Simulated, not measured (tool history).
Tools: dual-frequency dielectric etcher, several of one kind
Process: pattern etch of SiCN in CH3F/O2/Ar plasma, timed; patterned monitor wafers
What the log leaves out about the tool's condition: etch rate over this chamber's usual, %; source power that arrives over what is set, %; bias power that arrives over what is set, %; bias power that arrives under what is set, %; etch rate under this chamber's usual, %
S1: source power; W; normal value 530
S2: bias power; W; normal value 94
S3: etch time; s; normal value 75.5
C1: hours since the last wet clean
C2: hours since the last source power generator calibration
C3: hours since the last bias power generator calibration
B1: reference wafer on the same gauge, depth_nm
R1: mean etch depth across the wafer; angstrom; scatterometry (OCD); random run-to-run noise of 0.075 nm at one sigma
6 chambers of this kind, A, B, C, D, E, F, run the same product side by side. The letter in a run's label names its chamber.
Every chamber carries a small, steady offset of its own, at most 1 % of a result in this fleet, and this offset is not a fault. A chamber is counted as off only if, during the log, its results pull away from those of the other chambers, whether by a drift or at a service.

run 1B day=0.188 | S1=530 S2=94 S3=75.5 | C1=255.2 C2=2636.8 C3=1636.3 | B1=28.897 | R1=347.60
run 2A day=0.446 | S1=530 S2=94 S3=75.5 | C1=384.3 C2=426.6 C3=1129.8 | B1=28.909 | R1=350.20
run 3F day=0.638 | S1=530 S2=94 S3=75.5 | C1=587.8 C2=149.5 C3=1931.3 | B1=28.888 | R1=344.01
run 4D day=0.917 | S1=530 S2=94 S3=75.5 | C1=314.5 C2=3153.8 C3=838.9 | B1=28.899 | R1=343.41
run 5C day=1.179 | S1=530 S2=94 S3=75.5 | C1=78.0 C2=1488.2 C3=4424.5 | B1=28.917 | R1=349.39
run 6E day=1.392 | S1=530 S2=94 S3=75.5 | C1=86.6 C2=1061.7 C3=2444.8 | B1=28.899 | R1=344.34
run 7E day=1.692 | S1=530 S2=94 S3=75.5 | C1=93.8 C2=1068.9 C3=2452.0 | B1=28.895 | R1=345.70
run 8F day=1.871 | S1=530 S2=94 S3=75.5 | C1=617.4 C2=179.1 C3=1960.9 | B1=28.906 | R1=343.41
run 9B day=2.088 | S1=530 S2=94 S3=75.5 | C1=300.8 C2=2682.4 C3=1681.9 | B1=28.909 | R1=347.74
run 10D day=2.304 | S1=530 S2=94 S3=75.5 | C1=347.8 C2=3187.1 C3=872.2 | B1=28.901 | R1=344.18
run 11A day=2.604 | S1=490 S2=94 S3=75.5 | C1=436.1 C2=478.4 C3=1181.6 | B1=28.895 | R1=340.21
-- day=2.608 chamber F: wet clean of the chamber
run 12C day=2.971 | S1=490 S2=94 S3=75.5 | C1=121.0 C2=1531.2 C3=4467.5 | B1=28.902 | R1=339.35
run 13D day=3.362 | S1=490 S2=94 S3=75.5 | C1=373.2 C2=3212.5 C3=897.6 | B1=28.907 | R1=334.65
run 14F day=3.558 | S1=490 S2=94 S3=75.5 | C1=22.9 C2=219.6 C3=2001.4 | B1=28.921 | R1=334.85
run 15A day=3.854 | S1=490 S2=94 S3=75.5 | C1=466.1 C2=508.4 C3=1211.6 | B1=28.899 | R1=338.79
run 16B day=4.162 | S1=490 S2=94 S3=75.5 | C1=350.6 C2=2732.2 C3=1731.7 | B1=28.897 | R1=336.55
run 17E day=4.458 | S1=530 S2=94 S3=75.5 | C1=160.2 C2=1135.3 C3=2518.4 | B1=28.900 | R1=346.05
run 18C day=4.629 | S1=530 S2=94 S3=75.5 | C1=160.8 C2=1571.0 C3=4507.3 | B1=28.895 | R1=349.04
run 19E day=4.821 | S1=420 S2=103 S3=75.5 | C1=168.9 C2=1144.0 C3=2527.1 | B1=28.882 | R1=325.72
-- day=4.900 chamber C: bias power generator calibrated
run 20B day=5.021 | S1=420 S2=103 S3=75.5 | C1=371.2 C2=2752.8 C3=1752.3 | B1=28.909 | R1=329.80
run 21F day=5.250 | S1=420 S2=103 S3=75.5 | C1=63.5 C2=260.2 C3=2042.0 | B1=28.889 | R1=325.58
run 22C day=5.488 | S1=420 S2=103 S3=75.5 | C1=181.4 C2=1591.6 C3=14.1 | B1=28.891 | R1=331.74
run 23A day=5.662 | S1=420 S2=103 S3=75.5 | C1=509.5 C2=551.8 C3=1255.0 | B1=28.899 | R1=332.13
run 24D day=6.029 | S1=420 S2=103 S3=75.5 | C1=437.2 C2=3276.5 C3=961.6 | B1=28.898 | R1=327.04
run 25D day=6.238 | S1=530 S2=94 S3=75.5 | C1=442.2 C2=3281.5 C3=966.6 | B1=28.905 | R1=344.92
run 26E day=6.538 | S1=530 S2=94 S3=75.5 | C1=210.1 C2=1185.2 C3=2568.3 | B1=28.910 | R1=344.13
run 27C day=6.862 | S1=530 S2=94 S3=75.5 | C1=214.4 C2=1624.6 C3=47.1 | B1=28.884 | R1=349.84
run 28B day=7.133 | S1=530 S2=79 S3=75.5 | C1=421.9 C2=2803.5 C3=1803.0 | B1=28.898 | R1=327.05
run 29F day=7.367 | S1=530 S2=79 S3=75.5 | C1=114.3 C2=311.0 C3=2092.8 | B1=28.904 | R1=323.76
run 30A day=7.629 | S1=530 S2=79 S3=75.5 | C1=556.7 C2=599.0 C3=1302.2 | B1=28.896 | R1=329.10
run 31C day=8.021 | S1=530 S2=79 S3=75.5 | C1=242.2 C2=1652.4 C3=74.9 | B1=28.887 | R1=327.69
run 32A day=8.254 | S1=530 S2=79 S3=75.5 | C1=571.7 C2=614.0 C3=1317.2 | B1=28.901 | R1=328.35
run 33D day=8.533 | S1=530 S2=79 S3=75.5 | C1=497.3 C2=3336.6 C3=1021.7 | B1=28.914 | R1=323.71
run 34E day=8.854 | S1=530 S2=94 S3=75.5 | C1=265.7 C2=1240.8 C3=2623.9 | B1=28.897 | R1=346.06
-- day=8.979 chamber B: wet clean of the chamber
run 35B day=9.138 | S1=530 S2=94 S3=87.0 | C1=3.9 C2=2851.6 C3=1851.1 | B1=28.884 | R1=400.75
run 36F day=9.371 | S1=530 S2=94 S3=87.0 | C1=162.4 C2=359.1 C3=2140.9 | B1=28.897 | R1=398.99
run 37F day=9.542 | S1=530 S2=94 S3=87.0 | C1=166.5 C2=363.2 C3=2145.0 | B1=28.905 | R1=396.93
run 38C day=9.896 | S1=530 S2=94 S3=87.0 | C1=287.2 C2=1697.4 C3=119.9 | B1=28.907 | R1=400.81
run 39A day=10.150 | S1=530 S2=94 S3=87.0 | C1=617.2 C2=659.5 C3=1362.7 | B1=28.890 | R1=402.95
run 40B day=10.458 | S1=530 S2=94 S3=87.0 | C1=35.6 C2=2883.3 C3=1882.8 | B1=28.903 | R1=401.51
run 41E day=10.750 | S1=530 S2=94 S3=75.5 | C1=311.2 C2=1286.3 C3=2669.4 | B1=28.910 | R1=343.46
run 42D day=11.071 | S1=530 S2=94 S3=75.5 | C1=558.2 C2=3397.5 C3=1082.6 | B1=28.900 | R1=343.11

Each of the 6 chambers runs these same settings next. Fill in every chamber's results:
run 43A day=11.354 | S1=530 S2=94 S3=75.5 | R1=?
run 43B day=11.354 | S1=530 S2=94 S3=75.5 | R1=?
run 43C day=11.354 | S1=530 S2=94 S3=75.5 | R1=?
run 43D day=11.354 | S1=530 S2=94 S3=75.5 | R1=?
run 43E day=11.354 | S1=530 S2=94 S3=75.5 | R1=?
run 43F day=11.354 | S1=530 S2=94 S3=75.5 | R1=?

run=43A R1=350.39
run=43B R1=348.95
run=43C R1=349.04
run=43D R1=345.72
run=43E R1=344.42
run=43F R1=344.08
